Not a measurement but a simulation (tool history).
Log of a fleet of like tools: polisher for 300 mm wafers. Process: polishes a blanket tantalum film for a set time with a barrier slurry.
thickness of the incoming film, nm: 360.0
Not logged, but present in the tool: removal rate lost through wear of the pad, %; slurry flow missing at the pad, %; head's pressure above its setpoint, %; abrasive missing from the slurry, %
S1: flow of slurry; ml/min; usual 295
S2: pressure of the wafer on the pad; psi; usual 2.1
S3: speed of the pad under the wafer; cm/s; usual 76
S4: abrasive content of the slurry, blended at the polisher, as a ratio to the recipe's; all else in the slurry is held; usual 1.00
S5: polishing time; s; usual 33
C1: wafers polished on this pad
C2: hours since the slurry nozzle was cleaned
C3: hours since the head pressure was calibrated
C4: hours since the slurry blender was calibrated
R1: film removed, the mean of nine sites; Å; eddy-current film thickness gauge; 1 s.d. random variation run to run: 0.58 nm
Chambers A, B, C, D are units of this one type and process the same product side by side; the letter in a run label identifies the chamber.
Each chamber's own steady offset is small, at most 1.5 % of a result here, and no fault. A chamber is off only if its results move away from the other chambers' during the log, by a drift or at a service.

run	hour	S1	S2	S3	S4	S5	C1	C2	C3	C4	R1
1C	6.9	295	2.1	76	1.00	33	102	101.4	156.4	107.7	389.29
2D	17.5	295	2.1	76	1.00	33	306	30.2	397.6	392.7	386.78
3B	29.5	295	2.1	76	1.00	33	635	484.6	593.5	153.0	391.15
# hour 39.7: chamber D: head pressure recalibrated
# hour 39.8: chamber B: worn pad replaced by a new one
4A	41.7	295	2.1	76	1.00	33	584	286.1	608.1	60.8	385.79
5A	54.4	295	2.1	76	0.75	24	702	298.8	620.8	73.5	255.97
6C	65.6	295	2.1	76	0.75	24	647	160.1	215.1	166.4	250.39
# hour 66.5: chamber D: slurry blender recalibrated
# hour 69.4: chamber A: head pressure recalibrated
7B	75.8	295	2.1	76	0.75	24	335	530.9	639.8	199.3	256.73
8D	86.8	295	2.1	76	0.75	24	950	99.5	47.1	20.4	254.80
9A	96.1	295	2.1	76	1.00	33	1090	340.5	26.7	115.2	384.33
# hour 97.5: chamber C: worn pad replaced by a new one
10C	103.7	295	2.1	76	1.00	33	57	198.2	253.2	204.5	398.86
# hour 105.9: chamber B: worn pad replaced by a new one
11D	109.5	295	2.1	76	1.00	33	1161	122.2	69.8	43.1	392.62
# hour 110.8: chamber A: worn pad replaced by a new one
# hour 121.9: chamber D: worn pad replaced by a new one
12B	122.1	295	2.1	76	1.00	33	150	577.2	686.1	245.6	387.92
13A	128.3	295	2.1	86	1.00	33	163	372.7	58.9	147.4	444.66
# hour 128.6: chamber C: slurry nozzle cleaned
14D	137.4	295	2.1	86	1.00	33	144	150.1	97.7	71.0	441.72
15B	144.6	295	2.1	86	1.00	33	359	599.7	708.6	268.1	423.32
# hour 145.4: chamber B: slurry blender recalibrated
16C	153.5	295	2.1	86	1.00	33	520	25.0	303.0	254.3	435.59
17A	160.7	295	2.1	76	1.00	33	464	405.1	91.3	179.8	393.15
18B	168.1	295	2.1	76	1.00	33	578	623.2	732.1	22.7	387.79
# hour 172.7: chamber B: worn pad replaced by a new one
# hour 175.8: chamber B: slurry nozzle cleaned
19D	178.3	295	2.1	76	1.00	33	524	191.0	138.6	111.9	380.75
20C	190.6	295	2.7	76	1.00	33	865	62.1	340.1	291.4	491.11
# hour 192.7: chamber C: worn pad replaced by a new one
21B	203.9	295	2.7	76	1.00	33	290	28.2	767.9	58.5	490.10
22D	210.0	295	2.7	76	1.00	33	819	222.7	170.3	143.6	499.66
23C	219.0	295	2.7	76	1.00	33	244	90.5	368.5	319.8	508.32
24A	229.0	295	2.1	76	1.00	33	1098	473.4	159.6	248.1	387.30
# hour 238.8: chamber D: worn pad replaced by a new one
25A	241.0	295	2.1	76	1.00	33	1209	485.4	171.6	260.1	390.72
# hour 245.9: chamber B: worn pad replaced by a new one
26B	246.8	295	2.1	76	1.00	33	8	71.1	810.8	101.4	399.99
# hour 247.4: chamber A: worn pad replaced by a new one
27D	255.4	295	2.1	76	1.00	33	154	268.1	215.7	189.0	382.17
28C	265.8	295	2.1	76	1.00	33	679	137.3	415.3	366.6	394.56
29A	272.8	295	2.1	76	1.00	33	236	517.2	203.4	291.9	388.74
30D	279.4	295	2.1	76	1.00	33	377	292.1	239.7	213.0	381.63
# hour 281.1: chamber C: worn pad replaced by a new one
31C	286.2	295	2.1	76	1.00	33	47	157.7	435.7	387.0	380.70
32B	297.7	295	2.1	76	1.00	33	481	122.0	861.7	152.3	386.36
# hour 307.5: chamber C: slurry blender recalibrated
33C	308.5	295	2.1	76	1.00	33	254	180.0	458.0	1.0	387.25
# hour 314.1: chamber B: worn pad replaced by a new one
34A	315.5	295	2.1	76	1.00	33	633	559.9	246.1	334.6	401.91
35D	325.0	295	2.1	76	1.00	33	800	337.7	285.3	258.6	383.13
36B	333.3	295	2.1	76	1.00	33	179	157.6	897.3	187.9	380.82
37D	340.3	295	2.1	76	1.00	33	942	353.0	300.6	273.9	389.91
38B	349.0	295	2.1	76	1.00	33	325	173.3	913.0	203.6	384.61
39C	362.1	295	2.1	76	1.00	33	752	233.6	511.6	54.6	396.05

Is one chamber out of step, is the gauge drifting, or do the chambers differ by no more than their own small offsets? For an off chamber, give its letter and the likeliest cause.

Neither any chamber nor the gauge drifts; the chambers differ only by their own small, steady offsets.
